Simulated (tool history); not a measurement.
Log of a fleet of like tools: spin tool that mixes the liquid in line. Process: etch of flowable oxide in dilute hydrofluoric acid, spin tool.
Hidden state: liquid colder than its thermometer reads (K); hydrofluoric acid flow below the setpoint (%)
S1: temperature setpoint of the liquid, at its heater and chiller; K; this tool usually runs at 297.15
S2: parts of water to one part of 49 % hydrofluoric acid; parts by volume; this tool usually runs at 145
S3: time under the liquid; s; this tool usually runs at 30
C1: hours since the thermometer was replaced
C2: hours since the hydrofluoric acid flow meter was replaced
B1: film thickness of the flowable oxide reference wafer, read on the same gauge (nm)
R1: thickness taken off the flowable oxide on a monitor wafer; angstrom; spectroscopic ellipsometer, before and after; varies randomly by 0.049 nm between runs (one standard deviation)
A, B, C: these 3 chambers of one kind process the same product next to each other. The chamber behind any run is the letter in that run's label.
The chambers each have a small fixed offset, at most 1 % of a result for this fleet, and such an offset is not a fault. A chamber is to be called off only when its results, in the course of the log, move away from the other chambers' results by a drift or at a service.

| run | hour | S1 | S2 | S3 | C1 | C2 | B1 | R1 |
|---|---|---|---|---|---|---|---|---|
| 1A | 5.7 | 297.15 | 145 | 30 | 917 | 102.9 | 50.062 | 86.267 |
| 2B | 10.6 | 297.15 | 145 | 30 | 422.2 | 190.8 | 50.01 | 86.326 |
| 3C | 20.1 | 297.15 | 145 | 30 | 313 | 610.5 | 49.995 | 85.654 |
| 4B | 30.5 | 297.15 | 145 | 30 | 442.1 | 210.7 | 50.021 | 86.766 |
| 5C | 36.9 | 297.15 | 145 | 30 | 329.8 | 627.3 | 50.004 | 86.36 |
| 6A | 41.8 | 297.15 | 145 | 30 | 953.1 | 139 | 50.015 | 86.867 |
| 7A | 48.2 | 297.15 | 145 | 30 | 959.5 | 145.4 | 50.012 | 87.197 |
| 8B | 54.5 | 297.15 | 145 | 30 | 466.1 | 234.7 | 50.022 | 84.583 |
| 9C | 60.1 | 297.15 | 145 | 30 | 353 | 650.5 | 50.004 | 85.285 |
| 10B | 65.8 | 297.15 | 145 | 30 | 477.4 | 246 | 49.986 | 84.874 |
| 11A | 73.7 | 297.15 | 145 | 30 | 985 | 170.9 | 49.962 | 87.035 |
| 12C | 82.6 | 297.15 | 145 | 30 | 375.5 | 673 | 49.968 | 85.619 |
| 13B | 93.4 | 297.15 | 185 | 30 | 505 | 273.6 | 49.984 | 62.861 |
| 14A | 99 | 297.15 | 185 | 30 | 1010.3 | 196.2 | 49.992 | 65.675 |
| 15C | 104.9 | 297.15 | 185 | 30 | 397.8 | 695.3 | 49.979 | 64.69 |
| 16B | 113 | 297.15 | 145 | 30 | 524.6 | 293.2 | 49.964 | 83.011 |
|  | 116.3 | chamber C: hydrofluoric acid flow meter replaced |
| 17A | 118.5 | 297.15 | 145 | 30 | 1029.8 | 215.7 | 50.028 | 87.063 |
| 18C | 128 | 297.15 | 145 | 30 | 420.9 | 11.8 | 49.988 | 85.84 |
| 19A | 133.4 | 297.15 | 145 | 30 | 1044.7 | 230.6 | 50 | 87.579 |
| 20C | 144.1 | 297.15 | 145 | 30 | 437 | 27.9 | 50.015 | 86.46 |
| 21B | 151.5 | 297.15 | 145 | 30 | 563.1 | 331.7 | 50.006 | 81.819 |
| 22C | 159.1 | 297.15 | 145 | 30 | 452 | 42.9 | 49.995 | 86.259 |
| 23B | 166.7 | 297.15 | 145 | 30 | 578.3 | 346.9 | 49.981 | 81.158 |
| 24A | 173.9 | 297.15 | 145 | 30 | 1085.2 | 271.1 | 50.003 | 86.862 |
| 25A | 182.7 | 297.15 | 85 | 30 | 1094 | 279.9 | 49.959 | 159.4 |
| 26C | 190.3 | 297.15 | 85 | 30 | 483.2 | 74.1 | 49.969 | 156.55 |
| 27B | 198.9 | 297.15 | 85 | 30 | 610.5 | 379.1 | 49.969 | 146.43 |

What goes on in this fleet: one chamber off, a drifting gauge, or nothing beyond the chambers' own small offsets? Name the chamber and the cause, if any.

It is chamber B that slowly wanders off from its peers.
Likeliest cause: liquid colder than its thermometer reads (K) = 2.09.
It could be hard to tell apart here from: hydrofluoric acid flow below the setpoint (%).

Chamber B could run next with any of the 4 candidate recipes listed below; each alters the usual settings, and their results appear as question marks. Which one brings its results back in line with what the other chambers deliver on the usual settings?
Maximum distance from the other chambers' mean on the usual settings for a result to count as in line: R1 1.7 angstrom
| 28B-1 | 206.7 | 297.15 | 150 | 30 |  |  |  | ? |
| 28B-2 | 206.7 | 297.15 | 155 | 30 |  |  |  | ? |
| 28B-3 | 206.7 | 297.15 | 135 | 30 |  |  |  | ? |
| 28B-4 | 206.7 | 297.15 | 140 | 30 |  |  |  | ? |

The mean the other chambers reach with the usual settings: R1 86.524 angstrom
| run | R1 |
|---|---|
| 28B-1 | 76.588 |
| 28B-2 | 73.713 |
| 28B-3 | 86.541 |
| 28B-4 | 82.978 |
Change 28B-3 lands the chamber within the allowed miss of the other chambers.
